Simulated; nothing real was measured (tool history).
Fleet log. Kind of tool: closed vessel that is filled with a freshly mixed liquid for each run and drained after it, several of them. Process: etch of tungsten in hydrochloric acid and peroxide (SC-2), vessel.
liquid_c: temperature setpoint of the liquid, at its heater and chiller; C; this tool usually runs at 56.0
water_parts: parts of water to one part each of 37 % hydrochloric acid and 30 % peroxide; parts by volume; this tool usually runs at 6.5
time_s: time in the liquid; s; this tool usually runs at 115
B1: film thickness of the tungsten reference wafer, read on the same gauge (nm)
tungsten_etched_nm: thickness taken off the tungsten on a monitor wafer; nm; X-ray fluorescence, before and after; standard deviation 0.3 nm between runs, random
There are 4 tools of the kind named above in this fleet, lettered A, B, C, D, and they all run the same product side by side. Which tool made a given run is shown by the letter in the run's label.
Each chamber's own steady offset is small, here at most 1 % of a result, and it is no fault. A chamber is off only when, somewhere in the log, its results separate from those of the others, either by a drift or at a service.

{"run": "1B", "hour": 7.9, "liquid_c": 56.0, "water_parts": 6.5, "time_s": 115, "B1": 50.016, "tungsten_etched_nm": 40.816}
{"run": "2A", "hour": 14.6, "liquid_c": 56.0, "water_parts": 6.5, "time_s": 115, "B1": 49.993, "tungsten_etched_nm": 41.363}
{"run": "3D", "hour": 19.9, "liquid_c": 56.0, "water_parts": 6.5, "time_s": 115, "B1": 49.98, "tungsten_etched_nm": 40.516}
{"run": "4C", "hour": 25.5, "liquid_c": 56.0, "water_parts": 6.5, "time_s": 115, "B1": 50.006, "tungsten_etched_nm": 40.895}
{"run": "5D", "hour": 29.7, "liquid_c": 56.0, "water_parts": 6.5, "time_s": 115, "B1": 49.981, "tungsten_etched_nm": 40.845}
{"run": "6A", "hour": 35.4, "liquid_c": 56.0, "water_parts": 6.5, "time_s": 115, "B1": 49.977, "tungsten_etched_nm": 40.98}
{"run": "7C", "hour": 43.3, "liquid_c": 56.0, "water_parts": 6.5, "time_s": 90, "B1": 50.009, "tungsten_etched_nm": 31.556}
{"run": "8B", "hour": 50.2, "liquid_c": 56.0, "water_parts": 6.5, "time_s": 90, "B1": 50.018, "tungsten_etched_nm": 31.508}
{"run": "9B", "hour": 57.0, "liquid_c": 56.0, "water_parts": 6.5, "time_s": 90, "B1": 50.028, "tungsten_etched_nm": 31.511}
{"run": "10D", "hour": 61.1, "liquid_c": 56.0, "water_parts": 6.5, "time_s": 90, "B1": 49.99, "tungsten_etched_nm": 32.197}
{"run": "11C", "hour": 67.3, "liquid_c": 56.0, "water_parts": 6.5, "time_s": 115, "B1": 49.999, "tungsten_etched_nm": 39.749}
{"run": "12A", "hour": 75.3, "liquid_c": 56.0, "water_parts": 6.5, "time_s": 115, "B1": 50.023, "tungsten_etched_nm": 41.209}
{"run": "13B", "hour": 82.3, "liquid_c": 56.0, "water_parts": 6.5, "time_s": 115, "B1": 49.99, "tungsten_etched_nm": 40.515}
{"run": "14C", "hour": 88.4, "liquid_c": 56.0, "water_parts": 6.5, "time_s": 115, "B1": 50.017, "tungsten_etched_nm": 39.268}
{"run": "15A", "hour": 93.9, "liquid_c": 56.0, "water_parts": 6.5, "time_s": 115, "B1": 49.977, "tungsten_etched_nm": 40.201}
{"run": "16D", "hour": 98.6, "liquid_c": 56.0, "water_parts": 6.5, "time_s": 115, "B1": 49.982, "tungsten_etched_nm": 40.748}
{"run": "17B", "hour": 105.0, "liquid_c": 56.0, "water_parts": 6.5, "time_s": 115, "B1": 49.996, "tungsten_etched_nm": 40.491}
{"run": "18A", "hour": 109.9, "liquid_c": 56.0, "water_parts": 8.0, "time_s": 115, "B1": 50.021, "tungsten_etched_nm": 34.615}
{"run": "19D", "hour": 114.3, "liquid_c": 56.0, "water_parts": 8.0, "time_s": 115, "B1": 50.006, "tungsten_etched_nm": 34.257}
{"run": "20C", "hour": 121.0, "liquid_c": 56.0, "water_parts": 8.0, "time_s": 115, "B1": 49.995, "tungsten_etched_nm": 33.044}
{"run": "21D", "hour": 128.9, "liquid_c": 56.0, "water_parts": 8.0, "time_s": 115, "B1": 49.998, "tungsten_etched_nm": 34.918}
{"run": "22B", "hour": 134.1, "liquid_c": 56.0, "water_parts": 6.5, "time_s": 115, "B1": 49.99, "tungsten_etched_nm": 40.511}
{"run": "23C", "hour": 138.5, "liquid_c": 47.5, "water_parts": 6.5, "time_s": 115, "B1": 50.005, "tungsten_etched_nm": 22.229}
{"run": "24A", "hour": 146.9, "liquid_c": 47.5, "water_parts": 6.5, "time_s": 115, "B1": 49.977, "tungsten_etched_nm": 23.553}
{"run": "25A", "hour": 150.7, "liquid_c": 47.5, "water_parts": 6.5, "time_s": 115, "B1": 50.002, "tungsten_etched_nm": 22.993}
{"run": "26D", "hour": 157.1, "liquid_c": 47.5, "water_parts": 6.5, "time_s": 115, "B1": 50.004, "tungsten_etched_nm": 23.252}
{"run": "27C", "hour": 161.3, "liquid_c": 56.0, "water_parts": 6.5, "time_s": 115, "B1": 49.998, "tungsten_etched_nm": 38.674}
{"run": "28B", "hour": 168.4, "liquid_c": 56.0, "water_parts": 6.5, "time_s": 115, "B1": 49.991, "tungsten_etched_nm": 40.699}
{"run": "29A", "hour": 173.6, "liquid_c": 56.0, "water_parts": 6.5, "time_s": 115, "B1": 49.991, "tungsten_etched_nm": 41.26}
{"run": "30B", "hour": 182.0, "liquid_c": 56.0, "water_parts": 6.5, "time_s": 115, "B1": 50.004, "tungsten_etched_nm": 39.947}
{"run": "31C", "hour": 189.4, "liquid_c": 56.0, "water_parts": 6.5, "time_s": 115, "B1": 49.985, "tungsten_etched_nm": 37.899}
{"run": "32D", "hour": 194.7, "liquid_c": 56.0, "water_parts": 6.5, "time_s": 115, "B1": 49.975, "tungsten_etched_nm": 40.732}
{"run": "33B", "hour": 201.3, "liquid_c": 49.0, "water_parts": 8.0, "time_s": 115, "B1": 49.987, "tungsten_etched_nm": 21.599}
{"run": "34A", "hour": 206.1, "liquid_c": 49.0, "water_parts": 8.0, "time_s": 115, "B1": 50.032, "tungsten_etched_nm": 21.609}
{"run": "35D", "hour": 214.2, "liquid_c": 49.0, "water_parts": 8.0, "time_s": 115, "B1": 50.008, "tungsten_etched_nm": 21.712}

Next, every chamber runs the same settings. What will each give?
{"run": "36A", "hour": 220.3, "liquid_c": 56.0, "water_parts": 6.5, "time_s": 115, "tungsten_etched_nm": "?"}
{"run": "36B", "hour": 220.3, "liquid_c": 56.0, "water_parts": 6.5, "time_s": 115, "tungsten_etched_nm": "?"}
{"run": "36C", "hour": 220.3, "liquid_c": 56.0, "water_parts": 6.5, "time_s": 115, "tungsten_etched_nm": "?"}
{"run": "36D", "hour": 220.3, "liquid_c": 56.0, "water_parts": 6.5, "time_s": 115, "tungsten_etched_nm": "?"}

run=36A tungsten_etched_nm=41.101
run=36B tungsten_etched_nm=40.237
run=36C tungsten_etched_nm=37.513
run=36D tungsten_etched_nm=41.122
